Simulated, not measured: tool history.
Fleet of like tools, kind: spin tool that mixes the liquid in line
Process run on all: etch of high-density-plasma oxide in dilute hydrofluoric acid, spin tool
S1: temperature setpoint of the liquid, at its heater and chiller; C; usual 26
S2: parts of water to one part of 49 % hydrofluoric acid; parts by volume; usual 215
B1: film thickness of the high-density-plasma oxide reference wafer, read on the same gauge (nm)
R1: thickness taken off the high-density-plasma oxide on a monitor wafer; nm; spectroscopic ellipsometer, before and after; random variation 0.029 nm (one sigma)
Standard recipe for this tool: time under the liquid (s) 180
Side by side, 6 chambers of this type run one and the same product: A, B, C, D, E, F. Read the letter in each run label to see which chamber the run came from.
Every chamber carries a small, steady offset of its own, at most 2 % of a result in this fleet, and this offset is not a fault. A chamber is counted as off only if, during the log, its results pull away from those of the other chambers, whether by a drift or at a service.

run 1E hour=11.6 | S1=26 S2=215 time_under_the_liquid_(s)=180 | B1=60.033 | R1=4.6076
run 2D hour=21.6 | S1=26 S2=215 time_under_the_liquid_(s)=180 | B1=59.971 | R1=4.5820
run 3F hour=33.9 | S1=26 S2=215 time_under_the_liquid_(s)=180 | B1=59.973 | R1=4.6473
run 4A hour=48.6 | S1=26 S2=215 time_under_the_liquid_(s)=180 | B1=59.995 | R1=4.5859
run 5B hour=57.2 | S1=26 S2=125 time_under_the_liquid_(s)=180 | B1=60.000 | R1=8.9061
run 6C hour=66.7 | S1=26 S2=125 time_under_the_liquid_(s)=180 | B1=59.966 | R1=8.5739
run 7C hour=77.8 | S1=26 S2=125 time_under_the_liquid_(s)=180 | B1=60.015 | R1=8.5079
run 8B hour=88.1 | S1=26 S2=125 time_under_the_liquid_(s)=180 | B1=59.962 | R1=8.8740
run 9A hour=101.2 | S1=26 S2=125 time_under_the_liquid_(s)=180 | B1=60.024 | R1=8.9150
run 10F hour=110.6 | S1=26 S2=125 time_under_the_liquid_(s)=180 | B1=59.999 | R1=8.8952
run 11D hour=119.0 | S1=26 S2=215 time_under_the_liquid_(s)=180 | B1=59.993 | R1=4.6156
run 12E hour=133.2 | S1=26 S2=215 time_under_the_liquid_(s)=180 | B1=59.984 | R1=4.6055
run 13D hour=142.2 | S1=26 S2=215 time_under_the_liquid_(s)=180 | B1=60.001 | R1=4.5812
run 14C hour=150.1 | S1=26 S2=215 time_under_the_liquid_(s)=180 | B1=59.994 | R1=4.5049
run 15F hour=163.2 | S1=26 S2=215 time_under_the_liquid_(s)=180 | B1=59.985 | R1=4.5704
run 16E hour=173.2 | S1=26 S2=215 time_under_the_liquid_(s)=110 | B1=60.008 | R1=2.8359
run 17B hour=188.3 | S1=26 S2=215 time_under_the_liquid_(s)=110 | B1=59.982 | R1=2.8168
run 18A hour=196.6 | S1=26 S2=215 time_under_the_liquid_(s)=110 | B1=59.970 | R1=2.8259
run 19E hour=211.0 | S1=26 S2=215 time_under_the_liquid_(s)=110 | B1=60.000 | R1=2.8612
-- hour=213.5 chamber F: hydrofluoric acid flow meter replaced
run 20A hour=226.0 | S1=26 S2=215 time_under_the_liquid_(s)=110 | B1=60.002 | R1=2.7611
run 21F hour=240.9 | S1=26 S2=215 time_under_the_liquid_(s)=110 | B1=60.000 | R1=2.7935
run 22C hour=251.7 | S1=26 S2=215 time_under_the_liquid_(s)=180 | B1=60.013 | R1=4.5873
-- hour=254.8 chamber F: thermometer replaced
run 23D hour=261.7 | S1=26 S2=215 time_under_the_liquid_(s)=180 | B1=59.981 | R1=4.6510
run 24B hour=274.5 | S1=26 S2=215 time_under_the_liquid_(s)=180 | B1=60.021 | R1=4.5391
run 25A hour=282.7 | S1=26 S2=215 time_under_the_liquid_(s)=180 | B1=60.013 | R1=4.5652
run 26C hour=296.6 | S1=26 S2=215 time_under_the_liquid_(s)=180 | B1=59.967 | R1=4.4662
run 27E hour=304.4 | S1=26 S2=215 time_under_the_liquid_(s)=180 | B1=60.016 | R1=4.8187
run 28B hour=313.8 | S1=26 S2=215 time_under_the_liquid_(s)=180 | B1=59.980 | R1=4.5537
run 29F hour=324.3 | S1=26 S2=215 time_under_the_liquid_(s)=180 | B1=59.989 | R1=4.5535
run 30D hour=334.8 | S1=26 S2=215 time_under_the_liquid_(s)=180 | B1=60.006 | R1=4.6793
run 31C hour=344.3 | S1=26 S2=215 time_under_the_liquid_(s)=180 | B1=59.992 | R1=4.4836
run 32B hour=359.0 | S1=26 S2=215 time_under_the_liquid_(s)=180 | B1=59.981 | R1=4.5441
run 33F hour=369.5 | S1=26 S2=295 time_under_the_liquid_(s)=180 | B1=60.014 | R1=3.0446
run 34A hour=382.8 | S1=26 S2=295 time_under_the_liquid_(s)=180 | B1=60.016 | R1=3.0807
run 35D hour=394.9 | S1=26 S2=295 time_under_the_liquid_(s)=180 | B1=59.991 | R1=3.1088
run 36E hour=408.5 | S1=26 S2=295 time_under_the_liquid_(s)=180 | B1=59.998 | R1=3.2827
run 37A hour=418.8 | S1=26 S2=295 time_under_the_liquid_(s)=180 | B1=60.027 | R1=3.0741
run 38F hour=429.9 | S1=26 S2=295 time_under_the_liquid_(s)=180 | B1=59.975 | R1=3.0830
run 39B hour=439.3 | S1=26 S2=215 time_under_the_liquid_(s)=180 | B1=60.011 | R1=4.5697
run 40E hour=452.4 | S1=26 S2=215 time_under_the_liquid_(s)=180 | B1=59.972 | R1=4.9378
run 41C hour=462.2 | S1=26 S2=215 time_under_the_liquid_(s)=180 | B1=60.003 | R1=4.4745
run 42D hour=476.3 | S1=28 S2=215 time_under_the_liquid_(s)=180 | B1=59.963 | R1=4.9448

For the next run the whole fleet of 6 chambers uses the same settings. Give each chamber's results:
run 43A hour=487.2 | S1=26 S2=215 time_under_the_liquid_(s)=180 | R1=?
run 43B hour=487.2 | S1=26 S2=215 time_under_the_liquid_(s)=180 | R1=?
run 43C hour=487.2 | S1=26 S2=215 time_under_the_liquid_(s)=180 | R1=?
run 43D hour=487.2 | S1=26 S2=215 time_under_the_liquid_(s)=180 | R1=?
run 43E hour=487.2 | S1=26 S2=215 time_under_the_liquid_(s)=180 | R1=?
run 43F hour=487.2 | S1=26 S2=215 time_under_the_liquid_(s)=180 | R1=?

run=43A R1=4.6075
run=43B R1=4.5590
run=43C R1=4.5373
run=43D R1=4.6194
run=43E R1=5.0461
run=43F R1=4.5814

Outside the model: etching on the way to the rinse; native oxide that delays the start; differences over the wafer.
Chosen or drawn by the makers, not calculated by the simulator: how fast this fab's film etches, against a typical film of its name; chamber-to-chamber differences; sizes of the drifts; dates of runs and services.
